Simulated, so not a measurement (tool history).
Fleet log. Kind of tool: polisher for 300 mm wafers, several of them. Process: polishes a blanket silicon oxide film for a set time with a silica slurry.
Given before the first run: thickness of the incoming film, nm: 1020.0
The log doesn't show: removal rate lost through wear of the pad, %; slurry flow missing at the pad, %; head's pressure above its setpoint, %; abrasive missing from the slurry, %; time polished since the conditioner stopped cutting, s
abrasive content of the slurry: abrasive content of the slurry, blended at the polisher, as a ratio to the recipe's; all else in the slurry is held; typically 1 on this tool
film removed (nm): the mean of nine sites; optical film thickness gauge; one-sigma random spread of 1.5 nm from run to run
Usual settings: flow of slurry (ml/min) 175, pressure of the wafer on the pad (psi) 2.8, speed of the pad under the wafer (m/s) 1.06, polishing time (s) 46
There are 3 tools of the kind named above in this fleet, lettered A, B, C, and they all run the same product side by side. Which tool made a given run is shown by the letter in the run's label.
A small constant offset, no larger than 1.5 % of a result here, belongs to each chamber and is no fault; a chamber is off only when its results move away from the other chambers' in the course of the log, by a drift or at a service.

run,hour,flow of slurry (ml/min),pressure of the wafer on the pad (psi),speed of the pad under the wafer (m/s),abrasive content of the slurry,polishing time (s),wafers polished on this pad,hours since the slurry nozzle was cleaned,hours since the head pressure was calibrated,hours since the slurry blender was calibrated,hours since the conditioning disc was replaced,film removed (nm)
1B,3.8,175,2.8,1.06,1,46,1093,601.3,1124.8,37.3,47.7,110.33
2A,7.4,175,2.8,1.06,1,46,745,420.4,516.8,305.1,351.6,110.19
# hour 7.6: chamber A: worn pad replaced by a new one
3C,11.6,175,2.8,1.06,1,46,442,483.8,168.7,190.5,27.5,112.84
4B,14.9,175,2.8,1.06,1,46,1190,612.4,1135.9,48.4,58.8,109.79
5A,20.3,175,2.8,1.06,1,46,110,433.3,529.7,318.0,364.5,108.20
6C,26.4,175,2.8,1.06,1,46,571,498.6,183.5,205.3,42.3,110.38
# hour 28.3: chamber B: worn pad replaced by a new one
# hour 28.3: chamber A: slurry nozzle cleaned
7C,30.0,175,2.8,1.38,1,35,602,502.2,187.1,208.9,45.9,104.97
8B,34.4,175,2.8,1.38,1,35,53,631.9,1155.4,67.9,78.3,103.78
9A,38.9,175,2.8,1.38,1,35,272,10.7,548.3,336.6,383.1,101.92
10C,43.8,175,2.8,1.06,1,46,722,516.0,200.9,222.7,59.7,110.64
11A,48.6,175,2.8,1.06,1,46,356,20.4,558.0,346.3,392.8,109.25
# hour 53.5: chamber C: worn pad replaced by a new one
12B,54.4,175,2.8,1.06,1,53,227,651.9,1175.4,87.9,98.3,128.18
13A,60.1,175,2.8,1.06,1,53,456,31.9,569.5,357.8,404.3,128.61
# hour 63.6: chamber C: slurry nozzle cleaned
# hour 65.0: chamber B: head pressure recalibrated
14C,65.0,175,2.8,1.06,1,53,100,1.5,222.1,243.9,80.9,126.25
15B,70.9,175,2.8,1.06,1,46,370,668.4,6.0,104.4,114.8,110.24
16A,75.7,175,2.8,1.06,1,46,592,47.5,585.1,373.4,419.9,109.78
# hour 76.2: chamber B: slurry blender recalibrated
17C,80.4,175,2.8,1.06,1,56,234,16.9,237.5,259.3,96.3,136.51
# hour 82.7: chamber C: conditioning disc replaced and pad reconditioned
18B,83.2,175,2.8,1.06,1,56,477,680.7,18.3,7.0,127.1,136.81
# hour 84.7: chamber B: conditioning disc replaced and pad reconditioned
# hour 85.2: chamber A: worn pad replaced by a new one
19A,88.1,175,2.8,1.06,1,56,25,59.9,597.5,385.8,432.3,133.90
20C,92.6,175,2.8,1.06,1,46,340,29.1,249.7,271.5,9.9,111.68
21B,97.5,175,2.8,1.06,1,46,601,695.0,32.6,21.3,12.9,107.35
22A,102.8,175,2.8,1.06,1,46,153,74.6,612.2,400.5,447.0,109.35
23C,107.5,175,2.8,1.06,1,46,470,44.0,264.6,286.4,24.8,112.55
24B,112.3,175,2.8,1.06,1,46,730,709.8,47.4,36.1,27.7,112.14
25A,115.8,175,2.8,1.06,1,46,266,87.6,625.2,413.5,460.0,112.34
26B,119.9,175,2.8,1.06,1,46,796,717.4,55.0,43.7,35.3,110.48
# hour 121.7: chamber C: head pressure recalibrated
27C,124.9,175,2.8,1.06,1,46,621,61.4,3.3,303.8,42.2,109.82
# hour 129.4: chamber C: worn pad replaced by a new one
28A,129.4,175,2.8,1.06,1,46,384,101.2,638.8,427.1,473.6,112.40
29C,134.7,175,2.8,1.06,1,46,46,71.2,13.1,313.6,52.0,110.82
30B,139.1,175,2.8,1.06,1,46,963,736.6,74.2,62.9,54.5,107.27

Decide between three cases: one chamber stands off from its peers, the gauge reading all wafers drifts, or nothing is wrong past each chamber's small offset. Where a chamber is off, say which and what most likely put it there.

Neither any chamber nor the gauge drifts; the chambers differ only by their own small, steady offsets.
